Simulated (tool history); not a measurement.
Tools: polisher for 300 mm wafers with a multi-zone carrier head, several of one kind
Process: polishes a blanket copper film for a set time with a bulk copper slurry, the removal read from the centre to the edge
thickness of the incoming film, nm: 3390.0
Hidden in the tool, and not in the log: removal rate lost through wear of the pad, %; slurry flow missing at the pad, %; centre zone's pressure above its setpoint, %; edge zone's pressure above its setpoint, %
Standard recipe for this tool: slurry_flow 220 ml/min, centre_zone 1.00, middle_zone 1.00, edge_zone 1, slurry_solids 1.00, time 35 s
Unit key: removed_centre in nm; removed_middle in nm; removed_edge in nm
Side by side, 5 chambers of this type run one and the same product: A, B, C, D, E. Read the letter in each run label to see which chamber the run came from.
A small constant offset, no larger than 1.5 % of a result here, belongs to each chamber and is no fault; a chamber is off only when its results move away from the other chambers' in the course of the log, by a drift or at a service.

| run | hour | slurry_flow | centre_zone | middle_zone | edge_zone | slurry_solids | time | wafers polished on this pad | hours since the slurry nozzle was cleaned | hours since the centre zone pressure was calibrated | hours since the edge zone pressure was calibrated | removed_centre | removed_middle | removed_edge |
|---|---|---|---|---|---|---|---|---|---|---|---|---|---|---|
|  | 3.6 | chamber B: worn pad replaced by a new one |
| 1B | 6.7 | 220 | 1.00 | 1.00 | 1 | 1.00 | 35 | 35 | 425.9 | 251.1 | 732.6 | 266.51 | 263.21 | 265.42 |
|  | 10.5 | chamber A: worn pad replaced by a new one |
| 2A | 12.3 | 220 | 1.00 | 1.00 | 1 | 1.00 | 35 | 19 | 250.3 | 350.1 | 660.7 | 260.91 | 261.10 | 270.44 |
| 3E | 16.8 | 220 | 1.00 | 1.00 | 1 | 1.00 | 35 | 1299 | 192.0 | 621.1 | 62.4 | 262.21 | 262.66 | 261.49 |
| 4C | 22.3 | 220 | 1.00 | 1.00 | 1 | 1.00 | 35 | 828 | 53.5 | 178.8 | 143.2 | 264.01 | 262.68 | 261.14 |
| 5D | 31.1 | 220 | 1.00 | 1.00 | 1 | 1.00 | 35 | 1175 | 447.9 | 565.2 | 1043.5 | 261.23 | 259.81 | 262.70 |
|  | 34.9 | chamber C: worn pad replaced by a new one |
| 6C | 37.3 | 220 | 1.00 | 1.00 | 1 | 1.00 | 35 | 27 | 68.5 | 193.8 | 158.2 | 263.39 | 263.23 | 262.92 |
| 7B | 45.3 | 220 | 1.00 | 1.00 | 1 | 1.00 | 35 | 459 | 464.5 | 289.7 | 771.2 | 258.36 | 259.60 | 262.74 |
| 8A | 51.3 | 220 | 1.00 | 1.00 | 1 | 1.00 | 35 | 448 | 289.3 | 389.1 | 699.7 | 264.41 | 264.15 | 267.98 |
|  | 53.6 | chamber E: worn pad replaced by a new one |
|  | 53.7 | chamber D: worn pad replaced by a new one |
| 9E | 56.9 | 220 | 1.00 | 1.00 | 1 | 1.00 | 35 | 37 | 232.1 | 661.2 | 102.5 | 267.44 | 263.99 | 267.20 |
| 10D | 63.3 | 220 | 1.00 | 1.00 | 1 | 1.00 | 35 | 106 | 480.1 | 597.4 | 1075.7 | 258.52 | 261.02 | 262.33 |
| 11E | 67.9 | 220 | 1.00 | 1.00 | 1 | 1.00 | 35 | 158 | 243.1 | 672.2 | 113.5 | 265.61 | 261.53 | 260.14 |
| 12C | 72.8 | 160 | 1.00 | 1.00 | 1 | 0.75 | 35 | 417 | 104.0 | 229.3 | 193.7 | 229.43 | 235.44 | 240.82 |
| 13D | 77.4 | 160 | 1.00 | 1.00 | 1 | 0.75 | 35 | 261 | 494.2 | 611.5 | 1089.8 | 234.99 | 235.07 | 238.62 |
|  | 82.0 | chamber B: worn pad replaced by a new one |
| 14A | 83.4 | 160 | 1.00 | 1.00 | 1 | 0.75 | 35 | 801 | 321.4 | 421.2 | 731.8 | 234.24 | 234.89 | 239.09 |
|  | 88.1 | chamber A: worn pad replaced by a new one |
| 15B | 89.3 | 160 | 1.00 | 1.00 | 1 | 0.75 | 35 | 80 | 508.5 | 333.7 | 815.2 | 236.43 | 237.20 | 236.89 |
| 16E | 95.3 | 160 | 1.00 | 1.00 | 1 | 0.75 | 35 | 459 | 270.5 | 699.6 | 140.9 | 231.10 | 234.62 | 236.43 |
|  | 97.2 | chamber B: slurry nozzle cleaned |
| 17A | 100.1 | 220 | 1.00 | 1.00 | 1 | 1.00 | 35 | 132 | 338.1 | 437.9 | 748.5 | 265.36 | 258.74 | 265.24 |
| 18B | 109.8 | 220 | 1.00 | 1.00 | 1 | 1.00 | 35 | 305 | 12.7 | 354.2 | 835.7 | 261.97 | 265.10 | 264.65 |
| 19D | 114.6 | 220 | 1.00 | 1.00 | 1 | 1.00 | 35 | 670 | 531.4 | 648.7 | 1127.0 | 259.01 | 260.70 | 255.00 |
|  | 115.0 | chamber E: slurry nozzle cleaned |
|  | 117.2 | chamber C: worn pad replaced by a new one |
| 20C | 124.5 | 220 | 1.00 | 1.00 | 1 | 1.00 | 35 | 80 | 155.7 | 281.0 | 245.4 | 255.19 | 258.86 | 263.59 |
| 21E | 128.8 | 220 | 1.00 | 1.00 | 1 | 1.00 | 35 | 827 | 13.8 | 733.1 | 174.4 | 263.27 | 266.19 | 261.21 |
|  | 132.4 | chamber D: slurry nozzle cleaned |
| 22D | 138.5 | 220 | 1.00 | 1.04 | 1 | 1.00 | 35 | 932 | 6.1 | 672.6 | 1150.9 | 262.22 | 269.05 | 258.81 |
| 23B | 144.2 | 220 | 1.00 | 1.04 | 1 | 1.00 | 35 | 683 | 47.1 | 388.6 | 870.1 | 263.78 | 271.82 | 265.09 |
| 24A | 152.9 | 220 | 1.00 | 1.04 | 1 | 1.00 | 35 | 712 | 390.9 | 490.7 | 801.3 | 262.58 | 272.33 | 259.54 |
| 25C | 158.0 | 220 | 1.00 | 1.04 | 1 | 1.00 | 35 | 448 | 189.2 | 314.5 | 278.9 | 261.47 | 269.92 | 263.27 |
|  | 164.0 | chamber B: worn pad replaced by a new one |
| 26B | 167.6 | 220 | 1.00 | 1.04 | 1 | 1.00 | 35 | 40 | 70.5 | 412.0 | 893.5 | 264.81 | 275.67 | 264.70 |
|  | 172.6 | chamber A: worn pad replaced by a new one |
| 27D | 173.2 | 220 | 1.00 | 1.00 | 1 | 1.00 | 35 | 1314 | 40.8 | 707.3 | 1185.6 | 259.45 | 260.57 | 252.99 |
| 28E | 180.2 | 220 | 1.00 | 1.00 | 1 | 1.00 | 35 | 1392 | 65.2 | 784.5 | 225.8 | 262.40 | 262.31 | 264.10 |
| 29C | 187.8 | 220 | 1.07 | 1.00 | 1 | 1.25 | 35 | 776 | 219.0 | 344.3 | 308.7 | 294.30 | 274.58 | 276.29 |
|  | 189.1 | chamber C: worn pad replaced by a new one |
| 30A | 196.8 | 220 | 1.07 | 1.00 | 1 | 1.25 | 35 | 266 | 434.8 | 534.6 | 845.2 | 301.56 | 273.74 | 275.14 |
| 31C | 202.7 | 220 | 1.07 | 1.00 | 1 | 1.25 | 35 | 149 | 233.9 | 359.2 | 323.6 | 294.66 | 270.89 | 275.88 |

Is one chamber out of step, is the gauge drifting, or do the chambers differ by no more than their own small offsets? For an off chamber, give its letter and the likeliest cause.

Beyond each chamber's small constant offset nothing stands out, and the gauge stays steady.
